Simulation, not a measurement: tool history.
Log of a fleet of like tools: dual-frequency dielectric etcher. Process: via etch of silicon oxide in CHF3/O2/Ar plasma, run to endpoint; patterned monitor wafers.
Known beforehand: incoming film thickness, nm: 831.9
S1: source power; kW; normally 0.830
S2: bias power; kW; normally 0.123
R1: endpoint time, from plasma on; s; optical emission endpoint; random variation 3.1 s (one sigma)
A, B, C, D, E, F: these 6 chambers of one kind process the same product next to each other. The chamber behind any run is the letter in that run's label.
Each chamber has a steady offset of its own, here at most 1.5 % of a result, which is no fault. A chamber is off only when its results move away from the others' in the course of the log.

{"run": "1D", "hour": 7.3, "S1": 0.83, "S2": 0.123, "R1": 417.1}
{"run": "2C", "hour": 12.0, "S1": 0.83, "S2": 0.123, "R1": 416.49}
{"run": "3A", "hour": 20.1, "S1": 0.83, "S2": 0.123, "R1": 417.22}
{"run": "4E", "hour": 25.4, "S1": 0.83, "S2": 0.123, "R1": 415.79}
{"run": "5F", "hour": 30.1, "S1": 0.83, "S2": 0.123, "R1": 414.47}
{"run": "6B", "hour": 37.5, "S1": 0.83, "S2": 0.123, "R1": 425.56}
{"run": "7C", "hour": 43.5, "S1": 0.83, "S2": 0.123, "R1": 414.46}
{"run": "8A", "hour": 47.6, "S1": 0.95, "S2": 0.123, "R1": 392.74}
{"hour": 48.3, "done": "chamber B: bias power generator calibrated"}
{"run": "9D", "hour": 53.0, "S1": 0.95, "S2": 0.123, "R1": 394.12}
{"run": "10E", "hour": 60.6, "S1": 0.95, "S2": 0.123, "R1": 391.11}
{"run": "11B", "hour": 67.0, "S1": 0.95, "S2": 0.123, "R1": 410.11}
{"run": "12F", "hour": 73.7, "S1": 0.95, "S2": 0.123, "R1": 391.21}
{"run": "13B", "hour": 78.7, "S1": 0.95, "S2": 0.123, "R1": 402.19}
{"run": "14A", "hour": 86.6, "S1": 0.83, "S2": 0.123, "R1": 420.11}
{"run": "15C", "hour": 92.9, "S1": 0.83, "S2": 0.123, "R1": 418.53}
{"run": "16F", "hour": 97.5, "S1": 0.83, "S2": 0.123, "R1": 409.63}
{"run": "17E", "hour": 103.4, "S1": 0.83, "S2": 0.123, "R1": 408.28}
{"run": "18D", "hour": 108.2, "S1": 0.83, "S2": 0.123, "R1": 419.7}
{"run": "19C", "hour": 115.2, "S1": 0.83, "S2": 0.123, "R1": 417.52}
{"hour": 118.1, "done": "chamber A: wet clean of the chamber"}
{"run": "20D", "hour": 119.6, "S1": 0.83, "S2": 0.123, "R1": 417.8}
{"run": "21F", "hour": 126.4, "S1": 0.83, "S2": 0.123, "R1": 418.24}
{"run": "22B", "hour": 130.5, "S1": 0.96, "S2": 0.151, "R1": 376.99}
{"run": "23A", "hour": 136.4, "S1": 0.96, "S2": 0.151, "R1": 372.67}
{"hour": 137.4, "done": "chamber D: wet clean of the chamber"}
{"run": "24E", "hour": 140.6, "S1": 0.96, "S2": 0.151, "R1": 361.21}
{"run": "25B", "hour": 144.9, "S1": 0.96, "S2": 0.151, "R1": 378.34}
{"hour": 146.3, "done": "chamber C: wet clean of the chamber"}
{"run": "26E", "hour": 150.3, "S1": 0.96, "S2": 0.151, "R1": 358.38}
{"run": "27C", "hour": 155.6, "S1": 0.96, "S2": 0.151, "R1": 369.02}
{"run": "28F", "hour": 161.7, "S1": 0.83, "S2": 0.123, "R1": 415.86}
{"hour": 165.0, "done": "chamber B: wet clean of the chamber"}
{"run": "29D", "hour": 168.9, "S1": 0.83, "S2": 0.123, "R1": 415.0}
{"run": "30A", "hour": 176.2, "S1": 0.83, "S2": 0.123, "R1": 418.92}
{"run": "31F", "hour": 180.6, "S1": 0.83, "S2": 0.123, "R1": 415.84}
{"run": "32A", "hour": 188.0, "S1": 0.83, "S2": 0.123, "R1": 420.9}
{"run": "33B", "hour": 193.6, "S1": 0.83, "S2": 0.112, "R1": 437.56}
{"run": "34D", "hour": 198.8, "S1": 0.83, "S2": 0.112, "R1": 433.52}
{"run": "35E", "hour": 203.2, "S1": 0.83, "S2": 0.112, "R1": 411.95}
{"run": "36C", "hour": 207.4, "S1": 0.83, "S2": 0.112, "R1": 436.34}
{"run": "37C", "hour": 212.9, "S1": 0.83, "S2": 0.112, "R1": 435.16}
{"run": "38F", "hour": 220.9, "S1": 0.83, "S2": 0.112, "R1": 423.97}
{"run": "39E", "hour": 225.5, "S1": 0.83, "S2": 0.123, "R1": 397.68}
{"run": "40B", "hour": 232.4, "S1": 0.83, "S2": 0.123, "R1": 423.68}
{"run": "41A", "hour": 236.4, "S1": 0.69, "S2": 0.123, "R1": 452.82}
{"run": "42D", "hour": 240.9, "S1": 0.69, "S2": 0.123, "R1": 452.09}

All chambers now run identical settings, listed one chamber a line with results as question marks. What results will each chamber show?
{"run": "43A", "hour": 246.7, "S1": 1.0, "S2": 0.123, "R1": "?"}
{"run": "43B", "hour": 246.7, "S1": 1.0, "S2": 0.123, "R1": "?"}
{"run": "43C", "hour": 246.7, "S1": 1.0, "S2": 0.123, "R1": "?"}
{"run": "43D", "hour": 246.7, "S1": 1.0, "S2": 0.123, "R1": "?"}
{"run": "43E", "hour": 246.7, "S1": 1.0, "S2": 0.123, "R1": "?"}
{"run": "43F", "hour": 246.7, "S1": 1.0, "S2": 0.123, "R1": "?"}

run=43A R1=389.77
run=43B R1=394.41
run=43C R1=391.56
run=43D R1=385.58
run=43E R1=362.79
run=43F R1=385.21
